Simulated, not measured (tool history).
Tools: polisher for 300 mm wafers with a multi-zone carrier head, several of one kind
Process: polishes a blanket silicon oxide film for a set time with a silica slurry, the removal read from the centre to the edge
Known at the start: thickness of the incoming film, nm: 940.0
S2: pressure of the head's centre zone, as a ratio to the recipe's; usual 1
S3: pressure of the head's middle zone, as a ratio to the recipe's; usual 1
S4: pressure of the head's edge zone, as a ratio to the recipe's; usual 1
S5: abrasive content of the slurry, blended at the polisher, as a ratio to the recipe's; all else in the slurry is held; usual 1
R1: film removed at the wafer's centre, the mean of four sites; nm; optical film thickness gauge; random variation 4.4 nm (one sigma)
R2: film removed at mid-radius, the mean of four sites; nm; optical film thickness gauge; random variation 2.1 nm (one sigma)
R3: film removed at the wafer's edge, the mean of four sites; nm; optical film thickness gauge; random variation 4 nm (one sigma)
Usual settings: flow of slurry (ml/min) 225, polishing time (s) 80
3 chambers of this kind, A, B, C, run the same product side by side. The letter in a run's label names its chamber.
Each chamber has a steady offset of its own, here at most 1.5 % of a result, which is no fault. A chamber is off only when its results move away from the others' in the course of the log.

{"run": "1B", "hour": 8.2, "flow of slurry (ml/min)": 225, "S2": 1, "S3": 1, "S4": 1, "S5": 1, "polishing time (s)": 80, "R1": 303.88, "R2": 300.43, "R3": 305.78}
{"run": "2A", "hour": 23.6, "flow of slurry (ml/min)": 225, "S2": 1, "S3": 1, "S4": 1, "S5": 1, "polishing time (s)": 80, "R1": 299.57, "R2": 300.15, "R3": 303.95}
{"hour": 23.8, "done": "chamber A: worn pad replaced by a new one"}
{"hour": 31.1, "done": "chamber B: worn pad replaced by a new one"}
{"hour": 36.0, "done": "chamber B: edge zone pressure recalibrated"}
{"run": "3C", "hour": 36.8, "flow of slurry (ml/min)": 225, "S2": 1, "S3": 1, "S4": 1, "S5": 1, "polishing time (s)": 80, "R1": 305.64, "R2": 306.03, "R3": 309.48}
{"run": "4C", "hour": 47.7, "flow of slurry (ml/min)": 225, "S2": 1, "S3": 1, "S4": 1, "S5": 1, "polishing time (s)": 80, "R1": 308.14, "R2": 307.99, "R3": 298.51}
{"run": "5A", "hour": 57.5, "flow of slurry (ml/min)": 225, "S2": 1, "S3": 1, "S4": 1, "S5": 1, "polishing time (s)": 80, "R1": 308.91, "R2": 302.98, "R3": 297.3}
{"hour": 62.1, "done": "chamber A: slurry nozzle cleaned"}
{"run": "6B", "hour": 68.5, "flow of slurry (ml/min)": 225, "S2": 1, "S3": 1, "S4": 1, "S5": 1, "polishing time (s)": 80, "R1": 296.43, "R2": 300.72, "R3": 307.5}
{"hour": 72.2, "done": "chamber C: worn pad replaced by a new one"}
{"run": "7B", "hour": 78.2, "flow of slurry (ml/min)": 225, "S2": 1, "S3": 1, "S4": 1, "S5": 1, "polishing time (s)": 80, "R1": 296.82, "R2": 304.3, "R3": 303.57}
{"run": "8A", "hour": 85.4, "flow of slurry (ml/min)": 225, "S2": 1, "S3": 1, "S4": 1, "S5": 1, "polishing time (s)": 80, "R1": 303.59, "R2": 299.78, "R3": 303.45}
{"run": "9C", "hour": 92.9, "flow of slurry (ml/min)": 225, "S2": 1, "S3": 1, "S4": 1, "S5": 1, "polishing time (s)": 80, "R1": 304.51, "R2": 308.38, "R3": 304.82}
{"run": "10C", "hour": 108.3, "flow of slurry (ml/min)": 225, "S2": 1, "S3": 1, "S4": 1, "S5": 1, "polishing time (s)": 80, "R1": 297.91, "R2": 305.64, "R3": 298.41}
{"run": "11B", "hour": 118.9, "flow of slurry (ml/min)": 225, "S2": 1, "S3": 1, "S4": 1, "S5": 1, "polishing time (s)": 80, "R1": 304.61, "R2": 300.73, "R3": 303.47}
{"run": "12A", "hour": 128.6, "flow of slurry (ml/min)": 225, "S2": 1, "S3": 1, "S4": 1, "S5": 1, "polishing time (s)": 80, "R1": 309.18, "R2": 307.67, "R3": 305.34}
{"run": "13B", "hour": 136.3, "flow of slurry (ml/min)": 225, "S2": 1, "S3": 1, "S4": 1, "S5": 1, "polishing time (s)": 80, "R1": 308.96, "R2": 301.3, "R3": 306.52}
{"hour": 138.5, "done": "chamber A: worn pad replaced by a new one"}
{"hour": 144.7, "done": "chamber C: edge zone pressure recalibrated"}
{"run": "14C", "hour": 148.1, "flow of slurry (ml/min)": 225, "S2": 1, "S3": 1, "S4": 1, "S5": 1, "polishing time (s)": 80, "R1": 307.95, "R2": 306.33, "R3": 307.28}
{"run": "15A", "hour": 155.7, "flow of slurry (ml/min)": 225, "S2": 1, "S3": 1, "S4": 1, "S5": 1, "polishing time (s)": 80, "R1": 302.03, "R2": 302.44, "R3": 297.09}
{"hour": 162.8, "done": "chamber B: worn pad replaced by a new one"}
{"run": "16A", "hour": 170.4, "flow of slurry (ml/min)": 225, "S2": 1, "S3": 1, "S4": 1, "S5": 1, "polishing time (s)": 80, "R1": 303.4, "R2": 304.74, "R3": 300.28}
{"hour": 176.1, "done": "chamber C: centre zone pressure recalibrated"}
{"run": "17C", "hour": 183.5, "flow of slurry (ml/min)": 225, "S2": 1, "S3": 1, "S4": 1, "S5": 0.9, "polishing time (s)": 57, "R1": 205.76, "R2": 206.77, "R3": 205.41}
{"run": "18B", "hour": 193.2, "flow of slurry (ml/min)": 225, "S2": 1, "S3": 1, "S4": 1, "S5": 0.9, "polishing time (s)": 57, "R1": 214.3, "R2": 202.42, "R3": 207.78}
{"hour": 203.8, "done": "chamber C: worn pad replaced by a new one"}
{"run": "19A", "hour": 205.5, "flow of slurry (ml/min)": 225, "S2": 1, "S3": 1, "S4": 1, "S5": 0.9, "polishing time (s)": 57, "R1": 206.58, "R2": 204.39, "R3": 205.12}
{"run": "20B", "hour": 219.8, "flow of slurry (ml/min)": 225, "S2": 1, "S3": 1, "S4": 1, "S5": 1, "polishing time (s)": 80, "R1": 314.81, "R2": 299.88, "R3": 306.41}
{"run": "21C", "hour": 228.5, "flow of slurry (ml/min)": 225, "S2": 1, "S3": 1, "S4": 1, "S5": 1, "polishing time (s)": 80, "R1": 307.66, "R2": 305.04, "R3": 294.25}
{"run": "22B", "hour": 237.0, "flow of slurry (ml/min)": 225, "S2": 1, "S3": 1, "S4": 1, "S5": 1, "polishing time (s)": 80, "R1": 315.86, "R2": 297.68, "R3": 297.11}
{"run": "23C", "hour": 247.3, "flow of slurry (ml/min)": 225, "S2": 0.95, "S3": 1, "S4": 1, "S5": 1, "polishing time (s)": 66, "R1": 243.03, "R2": 249.56, "R3": 251.71}
{"hour": 249.0, "done": "chamber A: worn pad replaced by a new one"}
{"run": "24A", "hour": 255.2, "flow of slurry (ml/min)": 225, "S2": 0.95, "S3": 1, "S4": 1, "S5": 1, "polishing time (s)": 66, "R1": 227.44, "R2": 249.31, "R3": 255.35}
{"run": "25C", "hour": 266.2, "flow of slurry (ml/min)": 225, "S2": 0.95, "S3": 1, "S4": 1, "S5": 1, "polishing time (s)": 66, "R1": 245.8, "R2": 250.37, "R3": 246.98}
{"run": "26B", "hour": 274.6, "flow of slurry (ml/min)": 260, "S2": 1, "S3": 1, "S4": 1, "S5": 1.1, "polishing time (s)": 80, "R1": 338.93, "R2": 315, "R3": 321.77}
{"run": "27A", "hour": 281.7, "flow of slurry (ml/min)": 260, "S2": 1, "S3": 1, "S4": 1, "S5": 1.1, "polishing time (s)": 80, "R1": 320.44, "R2": 320.79, "R3": 328.05}
{"hour": 292.3, "done": "chamber A: slurry nozzle cleaned"}
{"run": "28C", "hour": 294.6, "flow of slurry (ml/min)": 260, "S2": 1, "S3": 1, "S4": 1, "S5": 1.1, "polishing time (s)": 80, "R1": 319.81, "R2": 326.2, "R3": 321.97}
{"hour": 300.5, "done": "chamber B: worn pad replaced by a new one"}
{"run": "29B", "hour": 304.1, "flow of slurry (ml/min)": 225, "S2": 1, "S3": 1, "S4": 1, "S5": 1, "polishing time (s)": 80, "R1": 316.54, "R2": 296.26, "R3": 303.68}
{"run": "30A", "hour": 313.1, "flow of slurry (ml/min)": 225, "S2": 1, "S3": 1, "S4": 1, "S5": 1, "polishing time (s)": 80, "R1": 305.48, "R2": 299.6, "R3": 302.22}
{"hour": 325.7, "done": "chamber B: edge zone pressure recalibrated"}
{"run": "31B", "hour": 328.1, "flow of slurry (ml/min)": 225, "S2": 1, "S3": 1, "S4": 1, "S5": 1, "polishing time (s)": 80, "R1": 328.8, "R2": 294.75, "R3": 302.41}
{"run": "32C", "hour": 335.6, "flow of slurry (ml/min)": 225, "S2": 1, "S3": 1, "S4": 1, "S5": 1, "polishing time (s)": 80, "R1": 304.52, "R2": 307.09, "R3": 302.84}
{"hour": 336.5, "done": "chamber C: worn pad replaced by a new one"}
{"hour": 337.1, "done": "chamber B: slurry nozzle cleaned"}
{"run": "33A", "hour": 348.8, "flow of slurry (ml/min)": 225, "S2": 1, "S3": 1, "S4": 1, "S5": 1, "polishing time (s)": 80, "R1": 292.92, "R2": 302.42, "R3": 308.67}
{"run": "34C", "hour": 356.0, "flow of slurry (ml/min)": 225, "S2": 1, "S3": 1, "S4": 1, "S5": 1, "polishing time (s)": 80, "R1": 309.48, "R2": 307.53, "R3": 304.69}
{"run": "35A", "hour": 364.0, "flow of slurry (ml/min)": 225, "S2": 1, "S3": 1, "S4": 1, "S5": 1, "polishing time (s)": 80, "R1": 297.33, "R2": 302.75, "R3": 308.37}
{"hour": 365.5, "done": "chamber A: worn pad replaced by a new one"}
{"run": "36B", "hour": 375.8, "flow of slurry (ml/min)": 225, "S2": 1, "S3": 1, "S4": 1, "S5": 1, "polishing time (s)": 80, "R1": 334.34, "R2": 300.34, "R3": 299.68}
{"run": "37A", "hour": 385.5, "flow of slurry (ml/min)": 225, "S2": 1, "S3": 1, "S4": 1, "S5": 1, "polishing time (s)": 80, "R1": 307.17, "R2": 303.04, "R3": 301.21}
{"run": "38C", "hour": 392.6, "flow of slurry (ml/min)": 225, "S2": 1, "S3": 1, "S4": 1, "S5": 1, "polishing time (s)": 80, "R1": 299.51, "R2": 306.7, "R3": 304.74}
{"run": "39B", "hour": 404.8, "flow of slurry (ml/min)": 225, "S2": 1, "S3": 1, "S4": 1, "S5": 1, "polishing time (s)": 80, "R1": 338.88, "R2": 299.38, "R3": 310.54}
{"run": "40C", "hour": 413.2, "flow of slurry (ml/min)": 225, "S2": 1, "S3": 1, "S4": 1, "S5": 1, "polishing time (s)": 80, "R1": 295.68, "R2": 307.75, "R3": 303.33}
{"run": "41B", "hour": 420.1, "flow of slurry (ml/min)": 225, "S2": 1, "S3": 1, "S4": 1, "S5": 1, "polishing time (s)": 80, "R1": 335.03, "R2": 299.11, "R3": 315.89}
{"run": "42A", "hour": 435.0, "flow of slurry (ml/min)": 225, "S2": 1, "S3": 1, "S4": 1, "S5": 1, "polishing time (s)": 80, "R1": 297.22, "R2": 301.47, "R3": 300.54}
{"hour": 436.4, "done": "chamber B: worn pad replaced by a new one"}
{"run": "43C", "hour": 448.3, "flow of slurry (ml/min)": 265, "S2": 0.9, "S3": 1, "S4": 1, "S5": 1, "polishing time (s)": 80, "R1": 276.16, "R2": 308.23, "R3": 305.61}
{"run": "44B", "hour": 463.9, "flow of slurry (ml/min)": 265, "S2": 0.9, "S3": 1, "S4": 1, "S5": 1, "polishing time (s)": 80, "R1": 303.43, "R2": 307.37, "R3": 306.12}

All 3 chambers run these settings next. Forecast each chamber's results:
{"run": "45A", "hour": 475.1, "flow of slurry (ml/min)": 225, "S2": 1, "S3": 1, "S4": 1.04, "S5": 1, "polishing time (s)": 80, "R1": "?", "R2": "?", "R3": "?"}
{"run": "45B", "hour": 475.1, "flow of slurry (ml/min)": 225, "S2": 1, "S3": 1, "S4": 1.04, "S5": 1, "polishing time (s)": 80, "R1": "?", "R2": "?", "R3": "?"}
{"run": "45C", "hour": 475.1, "flow of slurry (ml/min)": 225, "S2": 1, "S3": 1, "S4": 1.04, "S5": 1, "polishing time (s)": 80, "R1": "?", "R2": "?", "R3": "?"}

run=45A R1=301.92 R2=303.55 R3=309.04
run=45B R1=346.72 R2=301.21 R3=309.87
run=45C R1=310.12 R2=304.99 R3=315.38
